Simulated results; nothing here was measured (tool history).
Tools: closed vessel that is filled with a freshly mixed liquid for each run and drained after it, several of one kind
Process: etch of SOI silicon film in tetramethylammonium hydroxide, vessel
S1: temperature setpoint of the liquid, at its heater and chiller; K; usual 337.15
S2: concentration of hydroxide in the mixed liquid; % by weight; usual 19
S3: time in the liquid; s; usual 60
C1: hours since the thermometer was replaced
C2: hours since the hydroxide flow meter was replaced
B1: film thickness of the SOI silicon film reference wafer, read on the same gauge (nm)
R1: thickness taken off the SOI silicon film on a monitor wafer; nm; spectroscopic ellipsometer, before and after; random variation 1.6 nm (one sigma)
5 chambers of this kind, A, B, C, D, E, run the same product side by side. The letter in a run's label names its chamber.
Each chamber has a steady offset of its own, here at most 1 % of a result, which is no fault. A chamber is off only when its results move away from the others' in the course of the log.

run   hour      S1  S2  S3      C1      C2      B1      R1
 1E      5  337.15  19  60   444.5   133.9  69.983  243.48
 2D   11.9  337.15  19  60   533.5   528.4  69.998  240.11
 3B     15  337.15  19  60  2478.2    1363  69.999  241.72
 4C   18.1  337.15  19  60   969.5   463.2  69.963  246.73
 5A   24.5  337.15  19  60   616.4   765.7  69.992  242.03
 6A   29.8  337.15  19  60   621.7     771  69.985  242.49
 7B   35.3  341.15  19  60  2498.5  1383.3  70.001  311.45
 8E   40.4  341.15  19  60   479.9   169.3  70.025  306.31
 9D     44  341.15  19  60   565.6   560.5  69.972  303.84
10C   48.9  341.15  19  60  1000.3     494  70.017  310.71
11B   55.8  341.15  19  60    2519  1403.8  69.985  308.05
      58.8  -- chamber C: hydroxide flow meter replaced
12C   60.3  337.15  19  60  1011.7     1.5  69.995  241.77
13E   63.5  337.15  19  60     503   192.4  70.013  241.29
14D   67.1  337.15  19  60   588.7   583.6  69.954  237.42
15A   70.3  341.15  19  60   662.2   811.5  70.016  305.64
16B   75.4  341.15  19  60  2538.6  1423.4  69.994  307.06
17A   81.7  341.15  19  60   673.6   822.9  70.015  306.86
18E   85.8  341.15  19  60   525.3   214.7  70.003  309.13
19C   90.6  341.15  19  60    1042    31.8  70.032  307.52
20D   93.9  337.15  19  80   615.5   610.4   69.98   323.6
21A   99.8  337.15  19  80   691.7     841  69.987  320.11
22D  102.9  337.15  19  80   624.5   619.4  70.043  320.61
23B  108.5  337.15  19  80  2571.7  1456.5  69.967  322.54
24C  114.2  337.15  19  80  1065.6    55.4  69.978  323.42
25E  119.7  337.15  19  60   559.2   248.6  70.018  242.47
26E  124.6  337.15  19  60   564.1   253.5  69.972  239.75
27A  128.7  337.15  19  60   720.6   869.9  70.006  237.99
28D    132  337.15  19  60   653.6   648.5  70.007  244.98
29C  137.7  337.15  19  60  1089.1    78.9  70.022  243.05
30B  142.1  337.15  19  60  2605.3  1490.1  70.019  241.69
31C  148.9  342.65  19  60  1100.3    90.1  69.979  332.33
32E  152.7  342.65  19  60   592.2   281.6   70.01  336.06
33B  159.5  342.65  19  60  2622.7  1507.5  70.006  335.28
34A  162.9  342.65  19  60   754.8   904.1  70.019  333.18
35D  169.2  342.65  19  60   690.8   685.7  70.022  348.91
36E  173.3  332.65  19  40   612.8   302.2  69.989   122.2
37A  179.3  332.65  19  40   771.2   920.5   70.01  121.81
38D  182.7  332.65  19  40   704.3   699.2  69.985  127.79
39B  189.2  332.65  19  40  2652.4  1537.2  69.997  121.25

All 5 chambers run these settings next. Forecast each chamber's results:
40A  194.2  337.15  19  60               ?
40B  194.2  337.15  19  60               ?
40C  194.2  337.15  19  60               ?
40D  194.2  337.15  19  60               ?
40E  194.2  337.15  19  60               ?

run      R1
40A  241.48
40B  242.69
40C  239.86
40D  251.11
40E  241.34
